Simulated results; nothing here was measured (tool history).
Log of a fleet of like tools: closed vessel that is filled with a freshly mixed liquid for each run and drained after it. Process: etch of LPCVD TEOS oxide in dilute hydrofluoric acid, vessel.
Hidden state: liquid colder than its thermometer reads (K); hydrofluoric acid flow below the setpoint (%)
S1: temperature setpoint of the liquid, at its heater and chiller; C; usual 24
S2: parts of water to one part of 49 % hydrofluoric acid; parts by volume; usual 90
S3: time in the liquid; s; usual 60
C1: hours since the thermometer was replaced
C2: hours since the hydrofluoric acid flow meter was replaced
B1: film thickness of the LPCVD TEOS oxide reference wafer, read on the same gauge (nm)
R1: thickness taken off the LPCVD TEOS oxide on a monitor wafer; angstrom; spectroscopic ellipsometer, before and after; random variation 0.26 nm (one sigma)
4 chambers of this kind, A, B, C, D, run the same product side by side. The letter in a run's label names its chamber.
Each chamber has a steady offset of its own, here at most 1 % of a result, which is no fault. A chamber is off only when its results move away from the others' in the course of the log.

run	hour	S1	S2	S3	C1	C2	B1	R1
1C	10	24	90	60	1567.4	565.3	29.996	296.75
2D	18.8	24	90	60	1982.8	556.1	29.975	291.45
3A	28.5	24	90	60	65.7	635.9	29.958	292.42
4B	36	24	90	60	1495.1	886.8	30.004	287.54
5D	49.4	24	90	60	2013.4	586.7	29.973	290.75
6A	57.2	24	90	60	94.4	664.6	30.017	291.27
7C	71.2	24	90	60	1628.6	626.5	30.023	292.29
8B	81.1	24	90	60	1540.2	931.9	29.959	292.26
9C	94.8	24	90	60	1652.2	650.1	30.02	296.84
10B	108.4	24	90	60	1567.5	959.2	30.022	290.99
11A	115.5	24	90	60	152.7	722.9	29.998	293.53
12D	127.3	24	90	60	2091.3	664.6	30.009	283.07
# hour 130: chamber C: hydrofluoric acid flow meter replaced
# hour 135.9: chamber A: hydrofluoric acid flow meter replaced
13D	137	24	90	60	2101	674.3	30.004	283.03
14C	144.1	24	90	60	1701.5	14.1	30.012	294.16
15B	151.2	24	90	60	1610.3	1002	29.995	294.84
16A	158.7	24	90	60	195.9	22.8	30.015	294.29
17D	172.9	24	70	90	2136.9	710.2	29.97	553.58
18A	184.5	24	70	90	221.7	48.6	29.999	573.1
19C	198.7	24	70	90	1756.1	68.7	30.029	591.73
20B	205.9	24	70	90	1665	1056.7	29.96	574.24
21B	216.8	24	90	60	1675.9	1067.6	30.031	292.92
22A	229.2	24	90	60	266.4	93.3	29.957	295.81
23D	239.4	24	90	60	2203.4	776.7	30.02	273.79
24C	248.3	24	90	60	1805.7	118.3	29.948	291.47
# hour 252.5: chamber D: thermometer replaced
25D	259.5	24	90	60	7	796.8	29.971	267.87
26A	272	24	90	60	309.2	136.1	30.024	294.96
27C	280.4	24	90	60	1837.8	150.4	29.998	295.44
28B	290.3	24	90	60	1749.4	1141.1	30.009	294.69

What goes on in this fleet: one chamber off, a drifting gauge, or nothing beyond the chambers' own small offsets? Name the chamber and the cause, if any.

Chamber D drifts away from the others.
Cause: hydrofluoric acid flow below the setpoint (%) = 7.33.

Here are 4 candidates for chamber D's next run, each the usual settings with a change, their results left as question marks. Which one brings its results back in line with what the others give on the usual settings?
In line means no further than this from the other chambers' mean on the usual settings: R1 9.2 angstrom
29D-1	300.9	25	90	60				?
29D-2	300.9	23	90	60				?
29D-3	300.9	26.5	90	60				?
29D-4	300.9	24	90	55				?

The other chambers' mean on the usual settings: R1 293.38 angstrom
run	R1
29D-1	279.06
29D-2	257.76
29D-3	295.9
29D-4	245.89
29D-3 brings the chamber back in line.
